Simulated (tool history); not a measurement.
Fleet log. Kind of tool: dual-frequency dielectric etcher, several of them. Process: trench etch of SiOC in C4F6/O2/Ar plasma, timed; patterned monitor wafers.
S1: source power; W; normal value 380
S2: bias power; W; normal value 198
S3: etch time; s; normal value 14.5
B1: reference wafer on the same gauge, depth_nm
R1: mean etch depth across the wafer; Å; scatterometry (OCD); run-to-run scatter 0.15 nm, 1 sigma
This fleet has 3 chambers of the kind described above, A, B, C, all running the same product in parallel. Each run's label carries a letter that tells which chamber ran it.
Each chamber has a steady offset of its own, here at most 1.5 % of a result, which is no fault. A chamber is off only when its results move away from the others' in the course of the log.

run	hour	S1	S2	S3	B1	R1
1C	2.5	380	198	14.5	35.366	301.29
2B	7.1	380	198	14.5	35.346	306.18
3A	11.8	380	198	14.5	35.435	301.84
4C	14.8	380	198	14.5	35.429	299.81
5B	18.2	380	198	14.5	35.422	304.47
6A	22.4	380	198	14.5	35.37	299.08
7A	27	380	198	14.5	35.427	301.29
8C	31.5	380	175	19	35.41	382.76
9B	36.4	380	175	19	35.339	381.63
10A	39.2	380	175	19	35.424	375.85
11C	43.3	380	198	14.5	35.38	300.71
12B	48	380	198	14.5	35.39	302.72
13B	50.9	380	198	14.5	35.406	305.29
14A	54.2	380	198	14.5	35.405	295.98
15C	59	380	198	14.5	35.411	304.87
16A	61.7	380	198	14.5	35.404	294.12
17C	64.5	380	198	14.5	35.425	305.59
18B	67.8	380	198	14.5	35.382	303.82
19C	70.8	340	198	12.5	35.418	249.36
20A	74	340	198	12.5	35.401	243.33
21B	77.6	340	198	12.5	35.379	251.68
22C	79.9	380	198	14.5	35.389	303.57
23A	83.5	380	198	14.5	35.405	292.48
24B	86.6	380	198	14.5	35.388	305.66
25C	91.8	380	198	14.5	35.411	301.08
26A	95.5	380	198	14.5	35.408	292.07
27B	100.6	380	198	14.5	35.41	304.06
28A	103.6	380	198	14.5	35.398	293.05
29B	107.3	380	238	12	35.383	267.84
30C	109.9	380	238	12	35.405	267.4
31C	113.2	380	238	12	35.39	266.97
32B	118.3	380	198	14.5	35.37	303.15
33A	123	380	167	14.5	35.387	272.37
34B	127.4	380	167	14.5	35.429	288.31
35A	131.6	380	167	14.5	35.37	272.97
36C	135.2	380	198	14.5	35.387	301.3
37B	139.6	380	198	14.5	35.388	305.35
38A	142.3	380	232	14.5	35.453	303.72

Predict what each chamber gives when all 3 of them run the settings below next.
39A	146.1	380	198	11		?
39B	146.1	380	198	11		?
39C	146.1	380	198	11		?

run	R1
39A	216.73
39B	231.51
39C	228.75
